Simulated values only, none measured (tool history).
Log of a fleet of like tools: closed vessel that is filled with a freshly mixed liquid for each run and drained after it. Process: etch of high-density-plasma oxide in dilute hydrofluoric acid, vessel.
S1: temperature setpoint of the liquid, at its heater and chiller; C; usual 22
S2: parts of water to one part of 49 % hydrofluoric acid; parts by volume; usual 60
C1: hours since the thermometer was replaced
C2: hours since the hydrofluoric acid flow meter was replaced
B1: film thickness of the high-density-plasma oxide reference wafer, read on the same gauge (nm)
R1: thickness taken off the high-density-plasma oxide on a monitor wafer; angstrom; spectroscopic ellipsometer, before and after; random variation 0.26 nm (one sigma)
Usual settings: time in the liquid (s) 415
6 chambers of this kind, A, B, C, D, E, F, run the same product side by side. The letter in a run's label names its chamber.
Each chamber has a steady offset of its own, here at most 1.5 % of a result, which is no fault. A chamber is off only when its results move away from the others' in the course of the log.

Run 1A, hour 7.3: usual settings; C1 1788.9; C2 1291.6; B1 89.981. Result: R1 491.14 angstrom.
Run 2E, hour 13.5: usual settings; C1 524.4; C2 247.6; B1 90.037. Result: R1 483.08 angstrom.
Run 3C, hour 17.7: usual settings; C1 1928.6; C2 1165.5; B1 89.991. Result: R1 476.93 angstrom.
Run 4B, hour 21.4: usual settings; C1 346; C2 200.7; B1 90.027. Result: R1 483.71 angstrom.
Run 5D, hour 27.9: usual settings; C1 292.2; C2 157.8; B1 90. Result: R1 484.97 angstrom.
Run 6F, hour 34.5: usual settings; C1 572.5; C2 316.5; B1 90.026. Result: R1 482.06 angstrom.
Run 7A, hour 40.7: usual settings; C1 1822.3; C2 1325; B1 89.972. Result: R1 492.14 angstrom.
Run 8B, hour 47.8: usual settings; C1 372.4; C2 227.1; B1 90.037. Result: R1 479.74 angstrom.
Run 9D, hour 51.4: usual settings but S1 25.5 C, time in the liquid (s) 200; C1 315.7; C2 181.3; B1 89.967. Result: R1 271.66 angstrom.
Run 10E, hour 55.8: usual settings but S1 25.5 C, time in the liquid (s) 200; C1 566.7; C2 289.9; B1 90.004. Result: R1 265.81 angstrom.
Run 11C, hour 63.5: usual settings but S1 25.5 C, time in the liquid (s) 200; C1 1974.4; C2 1211.3; B1 89.98. Result: R1 266.13 angstrom.
Run 12F, hour 71.5: usual settings but S1 25.5 C, time in the liquid (s) 200; C1 609.5; C2 353.5; B1 90.019. Result: R1 266.71 angstrom.
Run 13A, hour 77.9: usual settings but S1 25.5 C, time in the liquid (s) 200; C1 1859.5; C2 1362.2; B1 89.981. Result: R1 270.43 angstrom.
Run 14D, hour 82.5: usual settings but S1 25.5 C, time in the liquid (s) 200; C1 346.8; C2 212.4; B1 89.998. Result: R1 269.24 angstrom.
Run 15C, hour 89.4: usual settings; C1 2000.3; C2 1237.2; B1 90.011. Result: R1 480.83 angstrom.
Run 16B, hour 97.1: usual settings; C1 421.7; C2 276.4; B1 89.956. Result: R1 477.43 angstrom.
Run 17E, hour 103.6: usual settings; C1 614.5; C2 337.7; B1 89.988. Result: R1 480.61 angstrom.
At hour 107.9: chamber F: hydrofluoric acid flow meter replaced.
Run 18F, hour 109.3: usual settings; C1 647.3; C2 1.5; B1 89.991. Result: R1 479.93 angstrom.
Run 19B, hour 116.8: usual settings; C1 441.4; C2 296.1; B1 90.009. Result: R1 482.96 angstrom.
Run 20E, hour 123.5: usual settings; C1 634.4; C2 357.6; B1 89.973. Result: R1 476.59 angstrom.
Run 21C, hour 129: usual settings but S1 23.5 C, S2 35 parts by volume; C1 2039.9; C2 1276.8; B1 89.994. Result: R1 906.91 angstrom.
Run 22D, hour 136: usual settings but S1 23.5 C, S2 35 parts by volume; C1 400.3; C2 265.9; B1 90.006. Result: R1 919.53 angstrom.
Run 23F, hour 142.1: usual settings but S1 23.5 C, S2 35 parts by volume; C1 680.1; C2 34.3; B1 90.023. Result: R1 919.96 angstrom.
Run 24A, hour 148.8: usual settings but S1 23.5 C, S2 35 parts by volume; C1 1930.4; C2 1433.1; B1 89.984. Result: R1 912.56 angstrom.
Run 25D, hour 155.3: usual settings but S1 23.5 C, S2 35 parts by volume; C1 419.6; C2 285.2; B1 89.993. Result: R1 921.78 angstrom.
Run 26C, hour 158.8: usual settings but S1 23.5 C, S2 35 parts by volume; C1 2069.7; C2 1306.6; B1 89.97. Result: R1 913.26 angstrom.
Run 27E, hour 164.3: usual settings; C1 675.2; C2 398.4; B1 90.013. Result: R1 483.53 angstrom.
Run 28A, hour 171: usual settings; C1 1952.6; C2 1455.3; B1 90.01. Result: R1 490.66 angstrom.
Run 29B, hour 174.7: usual settings but S1 18.5 C; C1 499.3; C2 354; B1 90.032. Result: R1 417.26 angstrom.
Run 30F, hour 182.2: usual settings but S1 18.5 C; C1 720.2; C2 74.4; B1 90.001. Result: R1 410.05 angstrom.
At hour 186.4: chamber C: hydrofluoric acid flow meter replaced.
Run 31A, hour 187.4: usual settings but S1 18.5 C; C1 1969; C2 1471.7; B1 90.046. Result: R1 423.9 angstrom.
Run 32B, hour 191.3: usual settings but S1 18.5 C; C1 515.9; C2 370.6; B1 90.018. Result: R1 416.93 angstrom.
Run 33E, hour 198: usual settings but S1 18.5 C; C1 708.9; C2 432.1; B1 89.974. Result: R1 414.24 angstrom.
Run 34F, hour 203: usual settings but S1 18.5 C; C1 741; C2 95.2; B1 90.013. Result: R1 414.21 angstrom.
Run 35C, hour 206.6: usual settings; C1 2117.5; C2 20.2; B1 90.029. Result: R1 480.45 angstrom.
Run 36D, hour 211.6: usual settings; C1 475.9; C2 341.5; B1 90.006. Result: R1 500.08 angstrom.

What goes on in this fleet: one chamber off, a drifting gauge, or nothing beyond the chambers' own small offsets? Name the chamber and the cause, if any.

Chamber D drifts away from the others.
Cause: hydrofluoric acid flow above the setpoint (%) = 3.41.
The log may not tell that from: liquid hotter than its thermometer reads (K).

Here are 4 candidates for chamber D's next run, each the usual settings with a change, their results left as question marks. Which one brings its results back in line with what the others give on the usual settings?
In line means no further than this from the other chambers' mean on the usual settings: R1 9 angstrom
Run 37D-1, hour 217.4: usual settings but time in the liquid (s) 410. Result: R1 ?.
Run 37D-2, hour 217.4: usual settings but time in the liquid (s) 435. Result: R1 ?.
Run 37D-3, hour 217.4: usual settings but time in the liquid (s) 420. Result: R1 ?.
Run 37D-4, hour 217.4: usual settings but time in the liquid (s) 395. Result: R1 ?.

The other chambers' mean on the usual settings: R1 482.19 angstrom
  run      R1
37D-1  498.88
37D-2   529.3
37D-3  511.04
37D-4  480.62
37D-4 brings the chamber back in line.
